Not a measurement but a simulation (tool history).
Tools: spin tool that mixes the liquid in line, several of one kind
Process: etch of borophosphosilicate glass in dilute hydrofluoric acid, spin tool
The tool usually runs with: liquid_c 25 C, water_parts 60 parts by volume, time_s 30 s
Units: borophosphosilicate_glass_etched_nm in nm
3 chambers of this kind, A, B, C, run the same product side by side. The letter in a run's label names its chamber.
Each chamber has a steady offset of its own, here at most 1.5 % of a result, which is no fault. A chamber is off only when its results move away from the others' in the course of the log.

run,day,liquid_c,water_parts,time_s,hours since the thermometer was replaced,hours since the hydrofluoric acid flow meter was replaced,"read-back film thickness of the borophosphosilicate glass reference wafer, read on the same gauge (nm)",borophosphosilicate_glass_etched_nm
1C,0.112,25,60,30,805.5,546.5,69.995,19.843
2A,0.229,25,60,30,637.7,1092.3,69.987,20.358
3B,0.338,25,60,30,976.1,1901.5,69.973,20.154
4A,0.421,25,60,30,642.3,1096.9,69.993,20.154
5C,0.512,25,60,30,815.1,556.1,69.988,19.848
6B,0.683,25,60,30,984.4,1909.8,69.992,20.235
# day 0.767: chamber C: thermometer replaced
7C,0.771,25,60,30,0.2,562.3,70.013,19.828
8A,0.85,25,60,30,652.6,1107.2,70.014,20.108
9B,0.996,25,60,30,991.9,1917.3,70.005,20.052
10B,1.1,25,60,30,994.4,1919.8,70.002,20.178
11A,1.267,25,60,40,662.6,1117.2,70.014,26.737
12C,1.438,25,60,40,16.2,578.3,70.005,26.232
13A,1.55,25,60,40,669.4,1124,70.004,27.208
14C,1.679,25,60,30,22,584.1,70.01,20.171
15B,1.767,25,60,30,1010.4,1935.8,69.997,19.936
16C,1.917,25,60,30,27.7,589.8,69.982,19.808
17B,2.058,25,60,30,1017.4,1942.8,70.002,19.694
18A,2.142,25,60,30,683.6,1138.2,69.988,20.497
19A,2.254,25,60,30,686.3,1140.9,70.001,20.311
20B,2.404,25,60,30,1025.7,1951.1,70.001,19.598
21C,2.525,25,60,30,42.3,604.4,70.011,19.877
22C,2.692,25,80,20,46.3,608.4,70.012,9.7722
23B,2.862,25,80,20,1036.7,1962.1,70.008,9.3709
24A,2.954,25,80,20,703.1,1157.7,70.007,9.7734
25C,3.088,25,60,30,55.8,617.9,70.001,19.846
26A,3.254,25,60,30,710.3,1164.9,69.99,20.381
27B,3.388,25,60,30,1049.3,1974.7,70.008,18.896
28A,3.525,28,60,30,716.8,1171.4,70.001,23.041
29B,3.654,28,60,30,1055.7,1981.1,70.012,21.457
30C,3.8,28,60,30,72.9,635,70.03,22.592
31B,3.946,25,60,30,1062.7,1988.1,69.997,18.633
32C,4.088,25,60,30,79.8,641.9,69.989,20.05
33A,4.238,25,90,30,733.9,1188.5,70.005,12.854
34C,4.317,25,90,30,85.3,647.4,69.982,12.872
35B,4.421,25,90,30,1074.1,1999.5,70.004,12.114
36A,4.6,25,60,30,742.6,1197.2,70.001,20.263
37A,4.696,25,60,30,744.9,1199.5,70.011,20.254
38C,4.838,28.5,60,30,97.8,659.9,69.999,22.386
39B,5.012,28.5,60,30,1088.3,2013.7,69.982,20.844
40B,5.15,28.5,60,30,1091.6,2017,70.001,20.919

Does one chamber stand apart from the rest, does the shared gauge drift, or is all well apart from small per-chamber offsets? Give the chamber and the most likely cause, where there is one.

Little by little, chamber B moves away from the other chambers.
Most likely cause: liquid colder than its thermometer reads (K) = 2.45.
The log may not tell that from: hydrofluoric acid flow below the setpoint (%).

Below are 4 candidate recipes for chamber B's next run, each the usual settings with a change, their results shown as question marks. Which of them brings B's results back in line with what the other chambers give on the usual settings?
Maximum distance from the other chambers' mean on the usual settings for a result to count as in line: borophosphosilicate_glass_etched_nm 0.6 nm
41B-1,5.279,26,60,30,,,,?
41B-2,5.279,24,60,30,,,,?
41B-3,5.279,24.5,65,30,,,,?
41B-4,5.279,25,55,30,,,,?

What the other chambers average on the usual settings: borophosphosilicate_glass_etched_nm 20.025 nm
run,borophosphosilicate_glass_etched_nm
41B-1,18.813
41B-2,17.342
41B-3,16.254
41B-4,19.804
It is 41B-4 that realigns the chamber with its peers.

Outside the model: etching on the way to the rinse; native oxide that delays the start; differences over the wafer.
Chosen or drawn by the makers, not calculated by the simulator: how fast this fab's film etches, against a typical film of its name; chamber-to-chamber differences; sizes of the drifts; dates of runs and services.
